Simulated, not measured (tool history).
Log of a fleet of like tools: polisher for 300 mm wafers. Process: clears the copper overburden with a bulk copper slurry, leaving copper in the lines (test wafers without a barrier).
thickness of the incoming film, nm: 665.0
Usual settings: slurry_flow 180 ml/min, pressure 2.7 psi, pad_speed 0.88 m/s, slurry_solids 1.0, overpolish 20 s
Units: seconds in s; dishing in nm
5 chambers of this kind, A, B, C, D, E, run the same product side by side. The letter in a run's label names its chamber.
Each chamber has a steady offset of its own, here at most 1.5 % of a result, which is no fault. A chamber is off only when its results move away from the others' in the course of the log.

{"hour": 1.9, "done": "chamber C: worn pad replaced by a new one"}
{"hour": 3.4, "done": "chamber E: worn pad replaced by a new one"}
{"run": "1B", "hour": 6.2, "slurry_flow": 180, "pressure": 2.7, "pad_speed": 0.88, "slurry_solids": 1.0, "overpolish": 20, "seconds": 77.096, "dishing": 92.79}
{"hour": 13.2, "done": "chamber D: worn pad replaced by a new one"}
{"run": "2E", "hour": 16.2, "slurry_flow": 180, "pressure": 2.7, "pad_speed": 0.88, "slurry_solids": 1.0, "overpolish": 20, "seconds": 78.174, "dishing": 87.827}
{"run": "3D", "hour": 27.4, "slurry_flow": 180, "pressure": 2.7, "pad_speed": 0.88, "slurry_solids": 1.0, "overpolish": 20, "seconds": 77.583, "dishing": 95.586}
{"hour": 32.8, "done": "chamber A: worn pad replaced by a new one"}
{"run": "4A", "hour": 36.6, "slurry_flow": 180, "pressure": 2.7, "pad_speed": 0.88, "slurry_solids": 1.0, "overpolish": 20, "seconds": 79.267, "dishing": 95.079}
{"run": "5C", "hour": 47.3, "slurry_flow": 180, "pressure": 2.7, "pad_speed": 0.88, "slurry_solids": 1.0, "overpolish": 20, "seconds": 76.478, "dishing": 90.732}
{"run": "6A", "hour": 53.6, "slurry_flow": 180, "pressure": 2.7, "pad_speed": 0.88, "slurry_solids": 1.0, "overpolish": 20, "seconds": 78.327, "dishing": 93.119}
{"run": "7D", "hour": 65.5, "slurry_flow": 180, "pressure": 2.7, "pad_speed": 0.88, "slurry_solids": 1.0, "overpolish": 20, "seconds": 79.19, "dishing": 91.155}
{"hour": 75.2, "done": "chamber E: worn pad replaced by a new one"}
{"run": "8C", "hour": 76.4, "slurry_flow": 180, "pressure": 2.7, "pad_speed": 1.12, "slurry_solids": 1.0, "overpolish": 20, "seconds": 62.678, "dishing": 106.94}
{"hour": 80.4, "done": "chamber C: worn pad replaced by a new one"}
{"hour": 83.0, "done": "chamber B: slurry blender recalibrated"}
{"hour": 85.7, "done": "chamber E: slurry blender recalibrated"}
{"run": "9B", "hour": 86.3, "slurry_flow": 180, "pressure": 2.7, "pad_speed": 1.12, "slurry_solids": 1.0, "overpolish": 20, "seconds": 60.411, "dishing": 108.9}
{"run": "10E", "hour": 97.7, "slurry_flow": 180, "pressure": 2.7, "pad_speed": 1.12, "slurry_solids": 1.0, "overpolish": 20, "seconds": 61.896, "dishing": 105.63}
{"run": "11C", "hour": 104.7, "slurry_flow": 180, "pressure": 2.7, "pad_speed": 1.12, "slurry_solids": 1.0, "overpolish": 20, "seconds": 59.655, "dishing": 107.26}
{"run": "12E", "hour": 113.8, "slurry_flow": 180, "pressure": 2.7, "pad_speed": 1.12, "slurry_solids": 1.0, "overpolish": 20, "seconds": 62.594, "dishing": 105.68}
{"run": "13D", "hour": 122.7, "slurry_flow": 235, "pressure": 2.7, "pad_speed": 0.88, "slurry_solids": 1.0, "overpolish": 20, "seconds": 74.095, "dishing": 92.504}
{"run": "14A", "hour": 132.5, "slurry_flow": 235, "pressure": 2.7, "pad_speed": 0.88, "slurry_solids": 1.0, "overpolish": 20, "seconds": 76.15, "dishing": 93.077}
{"hour": 133.7, "done": "chamber D: worn pad replaced by a new one"}
{"hour": 139.6, "done": "chamber A: worn pad replaced by a new one"}
{"run": "15B", "hour": 143.7, "slurry_flow": 235, "pressure": 2.7, "pad_speed": 0.88, "slurry_solids": 1.0, "overpolish": 20, "seconds": 74.623, "dishing": 93.397}
{"hour": 143.9, "done": "chamber D: slurry nozzle cleaned"}
{"hour": 149.2, "done": "chamber D: slurry blender recalibrated"}
{"run": "16C", "hour": 154.4, "slurry_flow": 235, "pressure": 2.7, "pad_speed": 0.88, "slurry_solids": 1.0, "overpolish": 20, "seconds": 75.841, "dishing": 91.858}
{"hour": 155.4, "done": "chamber E: worn pad replaced by a new one"}
{"run": "17B", "hour": 165.1, "slurry_flow": 235, "pressure": 2.7, "pad_speed": 0.88, "slurry_solids": 1.0, "overpolish": 20, "seconds": 75.821, "dishing": 98.967}
{"hour": 168.9, "done": "chamber A: slurry blender recalibrated"}
{"run": "18A", "hour": 171.5, "slurry_flow": 180, "pressure": 2.7, "pad_speed": 0.88, "slurry_solids": 1.0, "overpolish": 20, "seconds": 76.43, "dishing": 93.982}
{"hour": 175.2, "done": "chamber B: worn pad replaced by a new one"}
{"hour": 178.1, "done": "chamber C: worn pad replaced by a new one"}
{"run": "19E", "hour": 179.8, "slurry_flow": 180, "pressure": 2.7, "pad_speed": 0.88, "slurry_solids": 1.0, "overpolish": 20, "seconds": 78.704, "dishing": 92.588}
{"hour": 186.1, "done": "chamber E: slurry nozzle cleaned"}
{"run": "20D", "hour": 191.6, "slurry_flow": 180, "pressure": 2.7, "pad_speed": 1.14, "slurry_solids": 1.0, "overpolish": 26, "seconds": 59.706, "dishing": 126.94}
{"run": "21C", "hour": 199.7, "slurry_flow": 180, "pressure": 2.7, "pad_speed": 1.14, "slurry_solids": 1.0, "overpolish": 26, "seconds": 59.512, "dishing": 125.7}
{"hour": 206.4, "done": "chamber B: head pressure recalibrated"}
{"run": "22B", "hour": 207.5, "slurry_flow": 180, "pressure": 2.7, "pad_speed": 1.14, "slurry_solids": 1.0, "overpolish": 26, "seconds": 59.498, "dishing": 120.26}
{"hour": 208.6, "done": "chamber A: head pressure recalibrated"}
{"run": "23A", "hour": 218.1, "slurry_flow": 180, "pressure": 2.7, "pad_speed": 1.14, "slurry_solids": 1.0, "overpolish": 26, "seconds": 60.137, "dishing": 122.9}
{"run": "24D", "hour": 225.4, "slurry_flow": 180, "pressure": 2.7, "pad_speed": 1.14, "slurry_solids": 1.0, "overpolish": 26, "seconds": 59.571, "dishing": 123.19}
{"run": "25E", "hour": 235.8, "slurry_flow": 180, "pressure": 2.7, "pad_speed": 0.88, "slurry_solids": 1.0, "overpolish": 20, "seconds": 82.833, "dishing": 90.582}
{"hour": 236.0, "done": "chamber E: worn pad replaced by a new one"}
{"hour": 243.4, "done": "chamber A: worn pad replaced by a new one"}
{"run": "26E", "hour": 245.7, "slurry_flow": 180, "pressure": 2.7, "pad_speed": 0.88, "slurry_solids": 1.0, "overpolish": 20, "seconds": 81.841, "dishing": 89.446}
{"hour": 246.4, "done": "chamber D: worn pad replaced by a new one"}
{"run": "27B", "hour": 251.6, "slurry_flow": 180, "pressure": 2.7, "pad_speed": 0.88, "slurry_solids": 1.0, "overpolish": 20, "seconds": 79.34, "dishing": 97.389}
{"hour": 261.2, "done": "chamber C: slurry nozzle cleaned"}
{"run": "28D", "hour": 262.7, "slurry_flow": 180, "pressure": 2.7, "pad_speed": 0.88, "slurry_solids": 1.0, "overpolish": 20, "seconds": 77.766, "dishing": 88.943}
{"run": "29A", "hour": 271.9, "slurry_flow": 180, "pressure": 2.7, "pad_speed": 0.88, "slurry_solids": 1.0, "overpolish": 20, "seconds": 78.621, "dishing": 90.04}
{"hour": 274.6, "done": "chamber C: slurry blender recalibrated"}
{"hour": 281.3, "done": "chamber C: worn pad replaced by a new one"}
{"run": "30C", "hour": 282.8, "slurry_flow": 180, "pressure": 2.7, "pad_speed": 0.88, "slurry_solids": 1.0, "overpolish": 20, "seconds": 76.442, "dishing": 89.829}
{"run": "31C", "hour": 293.2, "slurry_flow": 180, "pressure": 2.7, "pad_speed": 0.88, "slurry_solids": 1.0, "overpolish": 20, "seconds": 75.441, "dishing": 97.0}
{"hour": 300.2, "done": "chamber B: slurry blender recalibrated"}
{"hour": 304.2, "done": "chamber A: slurry nozzle cleaned"}
{"run": "32D", "hour": 304.4, "slurry_flow": 180, "pressure": 2.7, "pad_speed": 0.88, "slurry_solids": 1.0, "overpolish": 20, "seconds": 78.186, "dishing": 96.112}
{"hour": 308.4, "done": "chamber E: worn pad replaced by a new one"}
{"run": "33B", "hour": 311.2, "slurry_flow": 180, "pressure": 2.7, "pad_speed": 0.88, "slurry_solids": 1.0, "overpolish": 13, "seconds": 78.413, "dishing": 68.827}
{"run": "34E", "hour": 317.6, "slurry_flow": 180, "pressure": 2.7, "pad_speed": 0.88, "slurry_solids": 1.0, "overpolish": 13, "seconds": 86.047, "dishing": 63.127}
{"run": "35A", "hour": 324.4, "slurry_flow": 180, "pressure": 2.7, "pad_speed": 0.88, "slurry_solids": 1.0, "overpolish": 13, "seconds": 80.256, "dishing": 70.397}
{"run": "36E", "hour": 332.2, "slurry_flow": 180, "pressure": 2.7, "pad_speed": 0.88, "slurry_solids": 1.0, "overpolish": 13, "seconds": 85.707, "dishing": 60.401}
{"hour": 333.4, "done": "chamber B: worn pad replaced by a new one"}
{"run": "37D", "hour": 341.6, "slurry_flow": 180, "pressure": 2.7, "pad_speed": 0.88, "slurry_solids": 1.0, "overpolish": 13, "seconds": 76.68, "dishing": 69.004}
{"run": "38B", "hour": 351.7, "slurry_flow": 180, "pressure": 2.7, "pad_speed": 0.88, "slurry_solids": 1.2, "overpolish": 20, "seconds": 74.153, "dishing": 95.499}
{"hour": 357.1, "done": "chamber A: worn pad replaced by a new one"}
{"run": "39A", "hour": 362.2, "slurry_flow": 180, "pressure": 2.7, "pad_speed": 0.88, "slurry_solids": 1.2, "overpolish": 20, "seconds": 75.59, "dishing": 95.703}
{"run": "40C", "hour": 369.1, "slurry_flow": 180, "pressure": 2.7, "pad_speed": 0.88, "slurry_solids": 1.2, "overpolish": 20, "seconds": 73.728, "dishing": 94.458}
{"run": "41E", "hour": 378.2, "slurry_flow": 180, "pressure": 2.7, "pad_speed": 0.88, "slurry_solids": 1.2, "overpolish": 20, "seconds": 86.508, "dishing": 86.049}

Is one chamber off against the others, does the gauge drift, or is nothing wrong? If a chamber is off, say which, and what the likeliest cause is.

Chamber E drifts away from the others.
Cause: head's pressure below its setpoint, % = 12.3.

Here are 4 candidates for chamber E's next run, each the usual settings with a change, their results left as question marks. Which one brings its results back in line with what the others give on the usual settings?
In line means no further than this from the other chambers' mean on the usual settings: seconds 4.100 s; dishing 7.600 nm
{"run": "42E-1", "hour": 386.9, "slurry_flow": 180, "pressure": 2.9, "pad_speed": 0.94, "slurry_solids": 1.0, "overpolish": 20, "seconds": "?", "dishing": "?"}
{"run": "42E-2", "hour": 386.9, "slurry_flow": 180, "pressure": 2.5, "pad_speed": 0.82, "slurry_solids": 1.0, "overpolish": 20, "seconds": "?", "dishing": "?"}
{"run": "42E-3", "hour": 386.9, "slurry_flow": 185, "pressure": 3.1, "pad_speed": 1.02, "slurry_solids": 1.05, "overpolish": 21, "seconds": "?", "dishing": "?"}
{"run": "42E-4", "hour": 386.9, "slurry_flow": 175, "pressure": 2.3, "pad_speed": 0.76, "slurry_solids": 1.0, "overpolish": 20, "seconds": "?", "dishing": "?"}

The other chambers' mean on the usual settings: seconds 78.005 s; dishing 92.176 nm
run=42E-1 seconds=78.526 dishing=91.014
run=42E-2 seconds=104.400 dishing=73.639
run=42E-3 seconds=66.750 dishing=104.570
run=42E-4 seconds=122.920 dishing=64.831
42E-1 brings the chamber back in line.
